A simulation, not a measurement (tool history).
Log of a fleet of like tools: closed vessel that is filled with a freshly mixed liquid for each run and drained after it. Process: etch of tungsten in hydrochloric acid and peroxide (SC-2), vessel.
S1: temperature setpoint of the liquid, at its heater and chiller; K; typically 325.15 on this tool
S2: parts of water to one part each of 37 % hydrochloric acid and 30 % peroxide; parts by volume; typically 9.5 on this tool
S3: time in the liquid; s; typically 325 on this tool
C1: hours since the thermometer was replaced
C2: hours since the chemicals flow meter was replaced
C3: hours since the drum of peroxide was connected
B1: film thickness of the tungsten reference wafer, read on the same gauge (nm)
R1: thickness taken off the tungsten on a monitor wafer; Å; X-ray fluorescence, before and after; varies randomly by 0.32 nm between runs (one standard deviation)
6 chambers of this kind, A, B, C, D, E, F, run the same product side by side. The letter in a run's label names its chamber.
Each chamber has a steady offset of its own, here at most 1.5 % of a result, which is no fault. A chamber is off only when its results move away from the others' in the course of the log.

run	hour	S1	S2	S3	C1	C2	C3	B1	R1
1B	7.9	325.15	9.5	325	509.4	619.7	739.5	109.97	514.68
2C	13.8	325.15	9.5	325	1038.7	710.6	47.2	110.03	520.30
3D	19.7	325.15	9.5	325	803.0	416.5	285.4	109.96	516.07
4F	27.1	325.15	9.5	325	374.8	289.5	1017.0	109.97	508.94
5A	32.8	325.15	6.0	325	879.0	489.5	230.4	109.99	736.00
6E	42.2	325.15	6.0	325	591.4	199.8	199.4	110.02	731.68
# hour 45.1: chamber A: thermometer replaced
7E	49.5	325.15	6.0	325	598.7	207.1	206.7	110.02	729.63
8A	59.0	325.15	6.0	325	14.0	515.7	256.6	110.01	735.90
9D	66.6	325.15	6.0	325	849.9	463.4	332.3	110.01	730.07
10C	73.1	325.15	6.0	325	1098.0	769.9	106.5	110.02	737.57
11F	77.2	325.15	9.5	325	424.9	339.6	1067.1	109.99	518.98
12B	85.1	325.15	9.5	325	586.6	696.9	816.7	110.01	509.89
13B	92.0	325.15	9.5	325	593.5	703.8	823.6	110.03	518.10
14D	98.4	325.15	9.5	325	881.7	495.2	364.1	110.03	514.47
15A	106.7	325.15	9.5	325	61.7	563.4	304.3	110.00	501.63
16C	112.1	325.15	5.5	325	1137.0	808.9	145.5	110.02	789.40
17F	120.8	325.15	5.5	325	468.5	383.2	1110.7	110.01	798.43
# hour 123.9: chamber F: new drum of peroxide connected
18E	126.4	325.15	5.5	325	675.6	284.0	283.6	110.00	781.67
19B	131.6	325.15	5.5	325	633.1	743.4	863.2	110.02	789.58
20C	141.1	325.15	5.5	325	1166.0	837.9	174.5	109.99	792.24
21A	146.8	325.15	5.5	325	101.8	603.5	344.4	109.98	784.69
22D	153.7	330.65	9.5	205	937.0	550.5	419.4	110.02	470.14
23E	157.9	330.65	9.5	205	707.1	315.5	315.1	109.99	464.03
24F	165.9	330.65	9.5	205	513.6	428.3	42.0	109.98	470.92
25A	172.8	330.65	9.5	205	127.8	629.5	370.4	110.01	459.03
26E	179.3	330.65	9.5	205	728.5	336.9	336.5	109.96	463.30
27C	183.6	330.65	9.5	205	1208.5	880.4	217.0	110.00	461.76
28F	190.2	325.15	9.5	325	537.9	452.6	66.3	110.02	517.57
# hour 191.3: chamber C: chemicals flow meter replaced
29B	199.2	325.15	9.5	325	700.7	811.0	930.8	110.03	515.89
30D	207.8	325.15	9.5	325	991.1	604.6	473.5	109.99	532.19
31C	212.2	325.15	9.5	325	1237.1	21.0	245.6	110.02	515.43
32A	217.2	325.15	9.5	325	172.2	673.9	414.8	110.04	508.76
33F	226.3	325.15	9.5	325	574.0	488.7	102.4	110.02	517.33
# hour 231.2: chamber E: new drum of peroxide connected
34D	233.8	325.15	9.5	325	1017.1	630.6	499.5	110.00	537.92
35E	241.3	325.15	9.5	325	790.5	398.9	10.1	110.03	511.59
36B	245.7	325.15	9.5	325	747.2	857.5	977.3	110.00	516.25
37E	254.8	325.15	9.5	325	804.0	412.4	23.6	109.98	509.82
38A	259.9	325.15	9.5	325	214.9	716.6	457.5	110.00	512.51

Each of the 6 chambers runs these same settings next. Fill in every chamber's results:
39A	266.7	332.65	9.5	325					?
39B	266.7	332.65	9.5	325					?
39C	266.7	332.65	9.5	325					?
39D	266.7	332.65	9.5	325					?
39E	266.7	332.65	9.5	325					?
39F	266.7	332.65	9.5	325					?

run	R1
39A	831.82
39B	832.67
39C	822.12
39D	881.10
39E	830.15
39F	836.81
